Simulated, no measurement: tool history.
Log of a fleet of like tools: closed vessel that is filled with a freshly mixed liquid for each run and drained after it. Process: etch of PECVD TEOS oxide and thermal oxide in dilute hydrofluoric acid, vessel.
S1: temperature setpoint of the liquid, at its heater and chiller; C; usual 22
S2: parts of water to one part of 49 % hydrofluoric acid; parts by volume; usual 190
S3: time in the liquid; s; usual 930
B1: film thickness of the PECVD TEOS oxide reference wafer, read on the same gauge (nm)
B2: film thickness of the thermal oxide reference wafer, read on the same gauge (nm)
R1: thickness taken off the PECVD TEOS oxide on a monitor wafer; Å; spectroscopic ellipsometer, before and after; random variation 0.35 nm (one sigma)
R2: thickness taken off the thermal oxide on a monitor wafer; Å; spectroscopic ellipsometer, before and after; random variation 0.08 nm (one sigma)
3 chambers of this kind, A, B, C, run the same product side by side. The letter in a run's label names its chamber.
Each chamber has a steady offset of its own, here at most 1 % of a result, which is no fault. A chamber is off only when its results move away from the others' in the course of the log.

run 1B day=0.492 | S1=22 S2=190 S3=930 | B1=140.06 B2=79.943 | R1=486.82 R2=194.67
run 2A day=0.796 | S1=22 S2=190 S3=930 | B1=140 B2=80.022 | R1=474.11 R2=192.65
run 3C day=1.092 | S1=22 S2=190 S3=930 | B1=139.97 B2=79.996 | R1=477.11 R2=191.23
run 4A day=1.454 | S1=22 S2=190 S3=930 | B1=139.98 B2=80.023 | R1=480.58 R2=192.8
run 5B day=1.95 | S1=22 S2=190 S3=930 | B1=140.01 B2=79.991 | R1=478.14 R2=194.27
run 6C day=2.317 | S1=26.5 S2=190 S3=1135 | B1=140 B2=79.952 | R1=698.97 R2=281.9
run 7A day=2.725 | S1=26.5 S2=190 S3=1135 | B1=140.01 B2=80.029 | R1=683.73 R2=277.17
run 8C day=2.979 | S1=26.5 S2=190 S3=1135 | B1=140.02 B2=80.015 | R1=686.33 R2=277.73
run 9B day=3.3 | S1=22 S2=190 S3=930 | B1=140.03 B2=79.964 | R1=477.57 R2=193.44
run 10C day=3.658 | S1=22 S2=190 S3=930 | B1=139.99 B2=80.004 | R1=472.78 R2=194.11
run 11B day=4.142 | S1=22 S2=190 S3=930 | B1=140.03 B2=79.984 | R1=474.32 R2=193.74
run 12A day=4.5 | S1=17 S2=190 S3=930 | B1=140.02 B2=80.028 | R1=396.49 R2=158.91
run 13C day=4.771 | S1=17 S2=190 S3=930 | B1=140.04 B2=79.982 | R1=390.75 R2=158.11
run 14B day=4.992 | S1=17 S2=190 S3=930 | B1=139.99 B2=79.972 | R1=387.31 R2=157.01
run 15A day=5.4 | S1=22 S2=190 S3=930 | B1=139.97 B2=80.032 | R1=480.27 R2=192.45
run 16C day=5.871 | S1=22 S2=190 S3=930 | B1=139.99 B2=79.971 | R1=482.16 R2=192.66
-- day=6.329 chamber C: hydrofluoric acid flow meter replaced
run 17B day=6.346 | S1=22 S2=190 S3=930 | B1=140.01 B2=80.024 | R1=472.07 R2=190.73
run 18A day=6.729 | S1=22 S2=190 S3=930 | B1=139.98 B2=79.991 | R1=467.94 R2=192.59
run 19C day=7.025 | S1=22 S2=190 S3=930 | B1=140 B2=79.957 | R1=479.82 R2=195.56
run 20B day=7.479 | S1=22 S2=285 S3=615 | B1=140.04 B2=80.01 | R1=186.86 R2=76.604
run 21A day=7.746 | S1=22 S2=285 S3=615 | B1=139.99 B2=79.987 | R1=192.72 R2=77.235
run 22A day=8.183 | S1=22 S2=285 S3=615 | B1=140.04 B2=80.031 | R1=190.49 R2=77.27
run 23C day=8.604 | S1=22 S2=190 S3=930 | B1=140 B2=80.01 | R1=476.02 R2=194.87
run 24B day=8.933 | S1=22 S2=190 S3=930 | B1=140.01 B2=79.997 | R1=452.08 R2=187.55
run 25C day=9.154 | S1=22 S2=190 S3=930 | B1=139.95 B2=80.011 | R1=483.36 R2=194.46
run 26A day=9.4 | S1=26.5 S2=110 S3=930 | B1=140.03 B2=79.995 | R1=1069.1 R2=433.97
run 27B day=9.696 | S1=26.5 S2=110 S3=930 | B1=140.03 B2=79.966 | R1=1035.4 R2=418.18
run 28C day=10.062 | S1=26.5 S2=110 S3=930 | B1=139.99 B2=79.997 | R1=1078.5 R2=433.64
run 29A day=10.408 | S1=22 S2=190 S3=930 | B1=139.98 B2=79.988 | R1=483.17 R2=192.73
run 30B day=10.804 | S1=22 S2=190 S3=930 | B1=139.99 B2=80.013 | R1=457.3 R2=184.03
run 31A day=11.271 | S1=22 S2=190 S3=930 | B1=140.02 B2=79.995 | R1=470.83 R2=192.76
run 32B day=11.633 | S1=22 S2=190 S3=930 | B1=140.04 B2=79.955 | R1=454.13 R2=184.52
run 33C day=11.9 | S1=22 S2=190 S3=930 | B1=139.95 B2=80.007 | R1=482.06 R2=195.39
run 34C day=12.121 | S1=22 S2=190 S3=930 | B1=140.05 B2=80.054 | R1=483.6 R2=193.75
run 35A day=12.479 | S1=22 S2=190 S3=930 | B1=140.01 B2=80.004 | R1=471.4 R2=192.61
run 36B day=12.942 | S1=22 S2=190 S3=930 | B1=140.04 B2=80.007 | R1=449.55 R2=183.74
run 37C day=13.246 | S1=22 S2=190 S3=930 | B1=140.03 B2=80.022 | R1=475.71 R2=194.8
run 38B day=13.558 | S1=22 S2=190 S3=930 | B1=139.96 B2=80.028 | R1=449.92 R2=182.56
run 39A day=14.062 | S1=22 S2=190 S3=930 | B1=139.96 B2=80.034 | R1=474.81 R2=191.44
run 40C day=14.329 | S1=22 S2=190 S3=930 | B1=140.03 B2=80.021 | R1=488.81 R2=196.15
run 41A day=14.821 | S1=22 S2=190 S3=930 | B1=140.01 B2=79.998 | R1=478.2 R2=192.03

What goes on in this fleet: one chamber off, a drifting gauge, or nothing beyond the chambers' own small offsets? Name the chamber and the cause, if any.

Chamber B drifts away from the others.
Cause: liquid colder than its thermometer reads (K) = 1.93.
The log may not tell that from: hydrofluoric acid flow below the setpoint (%).

Here are 4 candidates for chamber B's next run, each the usual settings with a change, their results left as question marks. Which one brings its results back in line with what the others give on the usual settings?
In line means no further than this from the other chambers' mean on the usual settings: R1 12 Å; R2 2.8 Å
run 42B-1 day=15.183 | S1=22 S2=200 S3=875 | R1=? R2=?
run 42B-2 day=15.183 | S1=22 S2=185 S3=965 | R1=? R2=?
run 42B-3 day=15.183 | S1=22 S2=180 S3=985 | R1=? R2=?
run 42B-4 day=15.183 | S1=22 S2=195 S3=895 | R1=? R2=?

The other chambers' mean on the usual settings: R1 478.87 Å; R2 193.61 Å
run=42B-1 R1=392.58 R2=159.74
run=42B-2 R1=475 R2=193.28
run=42B-3 R1=500.78 R2=203.77
run=42B-4 R1=413.85 R2=168.4
42B-2 brings the chamber back in line.
